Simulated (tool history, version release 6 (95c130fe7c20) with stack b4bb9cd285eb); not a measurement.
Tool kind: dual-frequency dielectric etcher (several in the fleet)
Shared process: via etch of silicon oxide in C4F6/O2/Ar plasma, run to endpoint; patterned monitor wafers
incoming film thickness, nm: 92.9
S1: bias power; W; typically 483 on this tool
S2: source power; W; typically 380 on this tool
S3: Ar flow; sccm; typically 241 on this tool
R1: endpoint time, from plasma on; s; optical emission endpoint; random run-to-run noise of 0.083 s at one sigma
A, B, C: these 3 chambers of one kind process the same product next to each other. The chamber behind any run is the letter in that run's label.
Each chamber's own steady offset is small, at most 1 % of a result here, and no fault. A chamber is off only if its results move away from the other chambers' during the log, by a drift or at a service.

{"run": "1B", "day": 0.183, "S1": 483, "S2": 380, "S3": 241, "R1": 20.664}
{"run": "2C", "day": 0.438, "S1": 483, "S2": 380, "S3": 241, "R1": 20.556}
{"run": "3A", "day": 0.704, "S1": 483, "S2": 380, "S3": 241, "R1": 20.509}
{"run": "4B", "day": 0.867, "S1": 483, "S2": 380, "S3": 241, "R1": 20.671}
{"run": "5A", "day": 1.15, "S1": 483, "S2": 380, "S3": 241, "R1": 20.465}
{"run": "6C", "day": 1.442, "S1": 483, "S2": 380, "S3": 241, "R1": 20.618}
{"run": "7B", "day": 1.792, "S1": 483, "S2": 380, "S3": 241, "R1": 20.819}
{"run": "8C", "day": 1.983, "S1": 483, "S2": 380, "S3": 241, "R1": 20.631}
{"run": "9A", "day": 2.308, "S1": 483, "S2": 380, "S3": 241, "R1": 20.583}
{"run": "10C", "day": 2.546, "S1": 414, "S2": 330, "S3": 241, "R1": 23.079}
{"run": "11A", "day": 2.775, "S1": 414, "S2": 330, "S3": 241, "R1": 22.779}
{"run": "12B", "day": 3.067, "S1": 414, "S2": 330, "S3": 241, "R1": 23.06}
{"run": "13A", "day": 3.383, "S1": 483, "S2": 380, "S3": 241, "R1": 20.526}
{"run": "14C", "day": 3.633, "S1": 483, "S2": 380, "S3": 241, "R1": 20.721}
{"run": "15B", "day": 3.808, "S1": 483, "S2": 380, "S3": 241, "R1": 20.75}
{"run": "16B", "day": 4.167, "S1": 483, "S2": 380, "S3": 241, "R1": 20.8}
{"run": "17C", "day": 4.362, "S1": 483, "S2": 380, "S3": 241, "R1": 20.563}
{"run": "18A", "day": 4.608, "S1": 483, "S2": 380, "S3": 241, "R1": 20.292}
{"day": 4.667, "done": "chamber A: Ar flow controller replaced"}
{"run": "19A", "day": 4.962, "S1": 483, "S2": 380, "S3": 241, "R1": 20.61}
{"day": 5.146, "done": "chamber C: wet clean of the chamber"}
{"run": "20B", "day": 5.279, "S1": 483, "S2": 380, "S3": 241, "R1": 20.721}
{"run": "21C", "day": 5.517, "S1": 599, "S2": 380, "S3": 274, "R1": 18.662}
{"run": "22A", "day": 5.829, "S1": 599, "S2": 380, "S3": 274, "R1": 19.144}
{"run": "23B", "day": 6.112, "S1": 599, "S2": 380, "S3": 274, "R1": 19.389}
{"run": "24C", "day": 6.367, "S1": 483, "S2": 380, "S3": 241, "R1": 20.088}
{"run": "25A", "day": 6.733, "S1": 483, "S2": 380, "S3": 241, "R1": 20.229}
{"run": "26C", "day": 6.917, "S1": 483, "S2": 380, "S3": 241, "R1": 20.031}
{"run": "27B", "day": 7.146, "S1": 483, "S2": 380, "S3": 241, "R1": 20.63}
{"run": "28B", "day": 7.329, "S1": 483, "S2": 380, "S3": 241, "R1": 20.741}
{"run": "29C", "day": 7.579, "S1": 483, "S2": 380, "S3": 241, "R1": 20.027}
{"run": "30A", "day": 7.75, "S1": 377, "S2": 380, "S3": 241, "R1": 22.388}
{"run": "31A", "day": 7.938, "S1": 377, "S2": 380, "S3": 241, "R1": 22.432}
{"run": "32B", "day": 8.288, "S1": 377, "S2": 380, "S3": 241, "R1": 22.867}

The same settings go to every chamber for the next run, one line per chamber below. Forecast the results for each:
{"run": "33A", "day": 8.55, "S1": 483, "S2": 460, "S3": 241, "R1": "?"}
{"run": "33B", "day": 8.55, "S1": 483, "S2": 460, "S3": 241, "R1": "?"}
{"run": "33C", "day": 8.55, "S1": 483, "S2": 460, "S3": 241, "R1": "?"}

run=33A R1=19.084
run=33B R1=19.287
run=33C R1=18.865
